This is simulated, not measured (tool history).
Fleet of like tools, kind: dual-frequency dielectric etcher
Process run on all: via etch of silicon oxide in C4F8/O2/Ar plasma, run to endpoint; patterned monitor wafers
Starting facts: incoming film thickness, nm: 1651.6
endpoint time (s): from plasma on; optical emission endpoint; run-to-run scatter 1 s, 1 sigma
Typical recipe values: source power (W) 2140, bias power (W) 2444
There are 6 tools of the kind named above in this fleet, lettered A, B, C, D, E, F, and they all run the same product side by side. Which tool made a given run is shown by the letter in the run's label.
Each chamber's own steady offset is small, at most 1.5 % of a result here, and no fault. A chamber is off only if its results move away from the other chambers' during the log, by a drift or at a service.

run	hour	source power (W)	bias power (W)	hours since the last wet clean	hours since the last source power generator calibration	hours since the last bias power generator calibration	endpoint time (s)
1A	7.7	2140	2444	244	2098.7	654.7	303.88
2B	13.2	2140	2444	373.5	1258	1906.8	297.28
3E	16.9	2140	2444	657.7	2391.8	1616.2	298.04
# hour 22.1: chamber F: wet clean of the chamber
4F	23.1	2140	2444	1	2292.4	3496.1	303.18
5D	26.5	2140	2444	315.2	1005.9	1982.1	299.57
6C	29.8	2140	2444	429.2	1789	315.4	301.62
# hour 31.8: chamber E: wet clean of the chamber
7C	36.6	2140	2444	436	1795.8	322.2	302.69
8A	42.3	2140	2444	278.6	2133.3	689.3	303.82
9B	45.8	1760	2835	406.1	1290.6	1939.4	306.49
10E	52.5	1760	2835	20.7	2427.4	1651.8	309.14
11F	59.6	1760	2835	37.5	2328.9	3532.6	312.09
12D	65.5	1760	2835	354.2	1044.9	2021.1	310.43
13D	69.1	1760	2835	357.8	1048.5	2024.7	312.07
14C	76.1	1760	2835	475.5	1835.3	361.7	312.21
15B	81.1	2140	2444	441.4	1325.9	1974.7	295.45
16F	86.2	2140	2444	64.1	2355.5	3559.2	301.97
17E	92.4	2140	2444	60.6	2467.3	1691.7	301.33
# hour 97.5: chamber E: source power generator calibrated
18A	98.9	2140	2444	335.2	2189.9	745.9	301.96
19B	104.7	2140	2444	465	1349.5	1998.3	294.7
# hour 110.8: chamber C: wet clean of the chamber
20A	110.9	2140	2444	347.2	2201.9	757.9	303.94
21F	116.2	2140	2444	94.1	2385.5	3589.2	301.88
22D	123.7	2140	2444	412.4	1103.1	2079.3	299.58
23E	130.1	2140	2444	98.3	32.7	1729.4	299.03
24C	136.8	2370	2002	26	1896	422.4	306.6
25A	141.3	2370	2002	377.6	2232.3	788.3	309.25
26B	146.1	2370	2002	506.4	1390.9	2039.7	301.35
27C	149.8	2370	2002	39	1909	435.4	305.63
28E	154.3	2370	2002	122.5	56.9	1753.6	307.11
# hour 156: chamber D: wet clean of the chamber
29F	161.3	2370	2002	139.2	2430.6	3634.3	308.2
30D	168.6	2140	2444	12.7	1148	2124.2	299.53
31B	175.8	2140	2444	536.1	1420.6	2069.4	296.17
32A	181.8	2140	2444	418.1	2272.8	828.8	303.33
33C	187.7	2140	2912	76.9	1946.9	473.3	288.29
34F	193.6	2140	2912	171.5	2462.9	3666.6	286.85
35D	197.4	2140	2912	41.5	1176.8	2153	283.89
36E	203.3	2140	2912	171.5	105.9	1802.6	285.16
37A	210.7	2140	2912	447	2301.7	857.7	287.66
38F	214.9	2140	2912	192.8	2484.2	3687.9	284.29

For the next run the whole fleet of 6 chambers uses the same settings. Give each chamber's results:
39A	220.4	2140	2444				?
39B	220.4	2140	2444				?
39C	220.4	2140	2444				?
39D	220.4	2140	2444				?
39E	220.4	2140	2444				?
39F	220.4	2140	2444				?

run	endpoint time (s)
39A	303.28
39B	296.05
39C	301.02
39D	300.08
39E	299.56
39F	301.25
